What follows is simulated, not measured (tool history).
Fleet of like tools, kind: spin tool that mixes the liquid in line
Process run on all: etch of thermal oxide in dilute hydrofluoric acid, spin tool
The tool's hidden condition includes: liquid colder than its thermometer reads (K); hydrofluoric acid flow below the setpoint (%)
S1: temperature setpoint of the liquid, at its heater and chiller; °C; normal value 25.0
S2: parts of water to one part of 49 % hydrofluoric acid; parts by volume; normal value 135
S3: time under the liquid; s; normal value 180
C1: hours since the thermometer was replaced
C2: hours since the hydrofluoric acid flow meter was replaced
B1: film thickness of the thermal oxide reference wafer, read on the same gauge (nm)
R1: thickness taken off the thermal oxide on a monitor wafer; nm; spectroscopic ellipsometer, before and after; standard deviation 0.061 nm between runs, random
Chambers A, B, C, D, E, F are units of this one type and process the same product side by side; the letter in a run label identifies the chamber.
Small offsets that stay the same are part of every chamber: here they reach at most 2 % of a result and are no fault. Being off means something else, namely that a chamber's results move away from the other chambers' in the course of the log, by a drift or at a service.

run,hour,S1,S2,S3,C1,C2,B1,R1
1E,8.1,25.0,135,180,9.0,670.3,90.014,6.4860
2F,17.9,25.0,135,180,1087.5,883.1,90.023,6.5262
# hour 18.6: chamber A: hydrofluoric acid flow meter replaced
3B,25.0,25.0,135,180,292.5,1801.2,89.994,6.5703
# hour 25.3: chamber B: hydrofluoric acid flow meter replaced
4A,38.6,25.0,135,180,350.9,20.1,89.933,6.3437
5C,49.7,25.0,135,180,223.4,977.2,89.970,6.5416
6D,58.2,25.0,135,180,949.1,932.1,90.019,6.4589
7B,67.5,22.0,80,180,335.0,42.3,89.984,10.4600
8E,78.3,22.0,80,180,79.2,740.5,90.010,10.3440
9F,86.0,22.0,80,180,1155.6,951.2,89.973,10.1420
10C,96.7,22.0,80,180,270.4,1024.2,89.996,10.5410
# hour 102.3: chamber D: thermometer replaced
11A,104.9,22.0,80,180,417.2,86.4,90.005,10.4790
12D,113.2,22.0,80,180,10.9,987.1,89.969,10.1740
13D,122.9,25.0,135,215,20.6,996.8,89.968,7.6603
14C,131.0,25.0,135,215,304.7,1058.5,90.000,7.6516
15B,142.4,25.0,135,215,409.9,117.2,89.978,7.8141
16F,157.4,25.0,135,215,1227.0,1022.6,89.995,7.4494
17E,170.9,25.0,135,215,171.8,833.1,90.006,7.5769
18A,183.7,25.0,135,215,496.0,165.2,89.991,7.6497
19C,195.2,25.0,135,180,368.9,1122.7,90.014,6.4178
20D,204.0,25.0,135,180,101.7,1077.9,89.972,6.3279
21A,215.0,25.0,135,180,527.3,196.5,90.025,6.5409
22F,229.6,25.0,135,180,1299.2,1094.8,89.997,6.1778
23B,241.3,25.0,135,180,508.8,216.1,90.046,6.5341
24E,251.6,25.0,135,180,252.5,913.8,90.000,6.3528
25A,263.8,25.0,135,180,576.1,245.3,90.028,6.4240
26C,271.5,25.0,135,180,445.2,1199.0,89.965,6.4647
27E,278.5,25.0,135,180,279.4,940.7,89.980,6.4775
28D,290.3,21.5,175,180,188.0,1164.2,90.019,4.1713
29B,298.9,21.5,175,180,566.4,273.7,89.983,4.1893
30F,305.8,21.5,175,180,1375.4,1171.0,90.010,3.9309
31F,314.4,21.5,175,180,1384.0,1179.6,89.988,3.8814
32A,326.2,21.5,175,180,638.5,307.7,89.994,4.1213
33E,339.0,21.5,175,180,339.9,1001.2,90.018,4.0961
34C,349.1,25.0,135,180,522.8,1276.6,90.010,6.4626
35B,360.8,25.0,135,180,628.3,335.6,90.005,6.5432
36D,371.9,25.0,135,180,269.6,1245.8,90.001,6.4362

One chamber off, gauge drift, or nothing amiss beyond the chambers' own small offsets? If it is a chamber, which one, and what is the likeliest cause?

Little by little, chamber F moves away from the other chambers.
What lies behind it: hydrofluoric acid flow below the setpoint (%) = 6.09.
The log may not tell that from: liquid colder than its thermometer reads (K).

Chamber F could run next with any of the 4 candidate recipes listed below; each alters the usual settings, and their results appear as question marks. Which one brings its results back in line with what the other chambers deliver on the usual settings?
To be in line, a result may differ from the other chambers' mean on the usual settings by at most: R1 0.2100 nm
37F-1,382.7,23.0,135,180,,,,?
37F-2,382.7,24.5,135,180,,,,?
37F-3,382.7,25.0,130,185,,,,?
37F-4,382.7,25.0,135,185,,,,?

The other chambers' mean on the usual settings: R1 6.4590 nm
run,R1
37F-1,5.5399
37F-2,5.8738
37F-3,6.4367
37F-4,6.1554
With 37F-3, the chamber falls back in line with the rest.
